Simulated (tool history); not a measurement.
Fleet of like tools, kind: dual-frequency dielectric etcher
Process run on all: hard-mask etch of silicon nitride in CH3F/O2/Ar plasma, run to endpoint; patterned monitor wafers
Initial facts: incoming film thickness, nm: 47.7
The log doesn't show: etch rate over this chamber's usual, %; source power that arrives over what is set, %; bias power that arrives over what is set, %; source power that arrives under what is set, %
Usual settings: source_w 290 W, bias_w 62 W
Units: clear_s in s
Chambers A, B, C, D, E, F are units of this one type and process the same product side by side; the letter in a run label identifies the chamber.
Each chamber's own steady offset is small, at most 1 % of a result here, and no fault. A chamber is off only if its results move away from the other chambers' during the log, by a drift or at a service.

run,day,source_w,bias_w,hours since the last wet clean,hours since the last source power generator calibration,hours since the last bias power generator calibration,clear_s
1A,0.367,290,62,241.3,2765.8,2217.7,81.92
2D,0.888,290,62,214.5,669.8,1766.1,82.615
3E,1.246,290,62,31.9,1889,1969.5,81.995
4F,1.667,290,62,260.4,2126.8,2842.5,82.841
5C,2.242,290,62,173.6,221.1,2318,81.495
6B,2.562,290,62,208.6,1183.2,1609.9,84.18
7D,2.992,290,62,265,720.3,1816.6,81.474
8F,3.567,250,54,306,2172.4,2888.1,91.452
9E,3.988,250,54,97.7,1954.8,2035.3,91.723
10A,4.362,250,54,337.2,2861.7,2313.6,91.875
11C,4.858,250,54,236.4,283.9,2380.8,91.682
12B,5.338,250,54,275.2,1249.8,1676.5,90.949
13A,5.65,250,54,368.1,2892.6,2344.5,90.876
14C,6.138,290,62,267.1,314.6,2411.5,82.389
15F,6.562,290,62,377.9,2244.3,2960,82.597
16D,6.883,290,62,358.4,813.7,1910,81.726
17B,7.333,290,62,323.1,1297.7,1724.4,82.038
18E,7.704,290,62,186.9,2044,2124.5,82.312
19B,8.329,350,62,347,1321.6,1748.3,77.749
20D,8.712,350,62,402.3,857.6,1953.9,76.191
21F,9.062,350,62,437.9,2304.3,3020,76.158
# day 9.262: chamber F: wet clean of the chamber
# day 9.65: chamber D: bias power generator calibrated
22E,9.688,350,62,234.5,2091.6,2172.1,76.547
23C,10.192,350,62,364.4,411.9,2508.8,77.372
24A,10.483,350,62,484.1,3008.6,2460.5,76.311
25A,11.021,290,62,497,3021.5,2473.4,81.822
26F,11.55,290,62,55,2364,3079.7,81.199
27D,12.079,290,62,483.1,938.4,58.3,81.982
28B,12.392,290,62,444.5,1419.1,1845.8,83.112
29E,12.854,290,62,310.5,2167.6,2248.1,81.54
30C,13.292,290,62,438.8,486.3,2583.2,83.543
# day 13.438: chamber E: source power generator calibrated
31B,13.625,290,62,474.1,1448.7,1875.4,82.06
32F,14.121,290,62,116.7,2425.7,3141.4,81.443
33A,14.446,290,62,579.2,3103.7,2555.6,81.296
34E,14.983,290,62,361.6,37.1,2299.2,81.886
# day 15.3: chamber A: wet clean of the chamber
35D,15.379,290,62,562.3,1017.6,137.5,81.438
36C,15.988,290,62,503.5,551,2647.9,82.478
37E,16.546,290,62,399.1,74.6,2336.7,82.38
38F,16.85,290,62,182.2,2491.2,3206.9,82.542
39A,17.288,290,62,47.8,3171.9,2623.8,82.537
40D,17.604,290,62,615.7,1071,190.9,81.547
# day 17.933: chamber C: wet clean of the chamber
41B,18.2,290,62,583.9,1558.5,1985.2,82.178
42C,18.55,360,50,14.9,612.5,2709.4,80.969
43A,19.121,360,50,91.8,3215.9,2667.8,81.323
44F,19.738,360,50,251.5,2560.5,3276.2,81.979

Decide between three cases: one chamber stands off from its peers, the gauge reading all wafers drifts, or nothing is wrong past each chamber's small offset. Where a chamber is off, say which and what most likely put it there.

The fleet is healthy, with each chamber sitting at its usual small offset and no drift in the gauge.
